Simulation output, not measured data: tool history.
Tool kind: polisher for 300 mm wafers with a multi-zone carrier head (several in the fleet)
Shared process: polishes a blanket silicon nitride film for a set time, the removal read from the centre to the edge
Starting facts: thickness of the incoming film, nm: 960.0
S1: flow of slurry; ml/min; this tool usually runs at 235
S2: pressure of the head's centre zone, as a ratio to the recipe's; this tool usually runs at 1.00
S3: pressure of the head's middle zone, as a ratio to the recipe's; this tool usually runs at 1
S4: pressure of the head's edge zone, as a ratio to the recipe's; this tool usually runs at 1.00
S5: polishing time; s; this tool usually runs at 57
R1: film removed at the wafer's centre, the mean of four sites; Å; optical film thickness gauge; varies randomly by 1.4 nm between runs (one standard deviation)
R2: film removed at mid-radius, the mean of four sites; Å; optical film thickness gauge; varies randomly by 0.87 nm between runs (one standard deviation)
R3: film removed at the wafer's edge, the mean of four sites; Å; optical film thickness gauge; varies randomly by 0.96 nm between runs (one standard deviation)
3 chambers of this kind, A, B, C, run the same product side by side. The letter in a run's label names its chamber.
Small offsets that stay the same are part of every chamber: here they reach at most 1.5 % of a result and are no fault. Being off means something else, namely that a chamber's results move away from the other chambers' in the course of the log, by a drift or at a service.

run	hour	S1	S2	S3	S4	S5	R1	R2	R3
1A	10.0	235	1.00	1	1.00	57	1195.10	1170.00	1190.60
2C	20.6	235	1.00	1	1.00	57	1173.40	1191.90	1169.40
# hour 27.7: chamber B: worn pad replaced by a new one
3B	29.1	235	1.00	1	1.00	57	1196.80	1186.50	1209.50
4C	37.4	235	1.00	1	1.00	57	1189.10	1185.90	1166.20
5B	48.5	235	1.00	1	1.00	57	1195.60	1186.30	1197.30
6A	60.5	235	1.00	1	1.00	57	1205.70	1178.70	1191.80
# hour 62.7: chamber A: worn pad replaced by a new one
7B	71.3	235	1.00	1	1.00	57	1173.80	1183.30	1180.30
# hour 74.9: chamber C: worn pad replaced by a new one
8C	79.2	280	1.04	1	1.00	57	1269.00	1201.00	1200.30
9A	84.9	280	1.04	1	1.00	57	1252.90	1200.40	1207.60
10A	96.9	280	1.04	1	1.00	57	1261.50	1192.80	1201.90
11B	109.0	235	1.00	1	1.00	57	1178.00	1174.60	1203.20
12C	119.1	235	1.00	1	1.00	57	1198.50	1173.40	1191.70
# hour 127.2: chamber B: worn pad replaced by a new one
13B	128.0	235	1.00	1	1.12	57	1184.00	1188.90	1260.50
14A	135.4	235	1.00	1	1.12	57	1187.40	1171.70	1270.60
# hour 139.5: chamber B: slurry nozzle cleaned
15C	147.3	235	1.00	1	1.12	57	1178.30	1192.20	1242.90
16A	159.7	235	1.00	1	1.00	57	1186.10	1175.30	1184.20
17B	165.6	235	1.07	1	0.94	57	1288.50	1180.80	1161.40
18C	171.8	235	1.07	1	0.94	57	1268.90	1189.00	1141.50
19B	177.7	235	1.07	1	0.94	57	1265.90	1179.70	1158.10
20A	183.4	235	1.00	1	1.00	57	1191.30	1180.10	1192.40
21C	192.4	235	1.00	1	1.00	57	1184.90	1187.60	1163.20
22B	198.8	235	1.00	1	1.00	57	1202.00	1181.60	1199.30
# hour 204.6: chamber B: worn pad replaced by a new one
# hour 205.8: chamber C: worn pad replaced by a new one
23C	209.5	265	1.00	1	1.00	57	1204.00	1213.00	1186.90
24A	221.7	265	1.00	1	1.00	57	1217.50	1189.40	1211.70
25C	231.5	265	1.00	1	1.00	57	1204.80	1206.90	1181.90
26B	241.4	235	1.00	1	1.00	57	1209.40	1173.00	1198.90
27A	254.6	235	1.00	1	1.00	57	1178.90	1165.40	1195.00
28B	264.0	235	1.00	1	1.00	57	1191.30	1170.00	1205.10
# hour 271.9: chamber A: worn pad replaced by a new one
29A	275.2	235	1.00	1	0.92	66	1379.80	1362.40	1336.20
30C	284.2	235	1.00	1	0.92	66	1349.00	1376.80	1302.00
31B	293.1	235	1.00	1	0.92	66	1363.10	1359.30	1328.20
# hour 305.1: chamber B: worn pad replaced by a new one
32C	306.1	235	1.00	1	1.00	57	1186.90	1175.70	1166.40
33A	318.0	235	1.00	1	1.00	39	816.47	805.10	818.55
# hour 318.8: chamber C: worn pad replaced by a new one
34A	325.2	235	1.00	1	1.00	39	801.36	808.29	825.54
35B	333.1	235	1.00	1	1.00	39	811.63	809.86	805.08
36C	346.2	235	1.00	1	1.00	57	1181.40	1184.00	1174.90
37C	355.3	235	1.00	1	1.00	57	1198.20	1185.10	1163.90
38A	361.6	235	0.92	1	0.91	57	1075.60	1182.20	1140.90

Decide between three cases: one chamber stands off from its peers, the gauge reading all wafers drifts, or nothing is wrong past each chamber's small offset. Where a chamber is off, say which and what most likely put it there.

Nothing is wrong: each chamber keeps only its own small, steady offset and the gauge holds still.
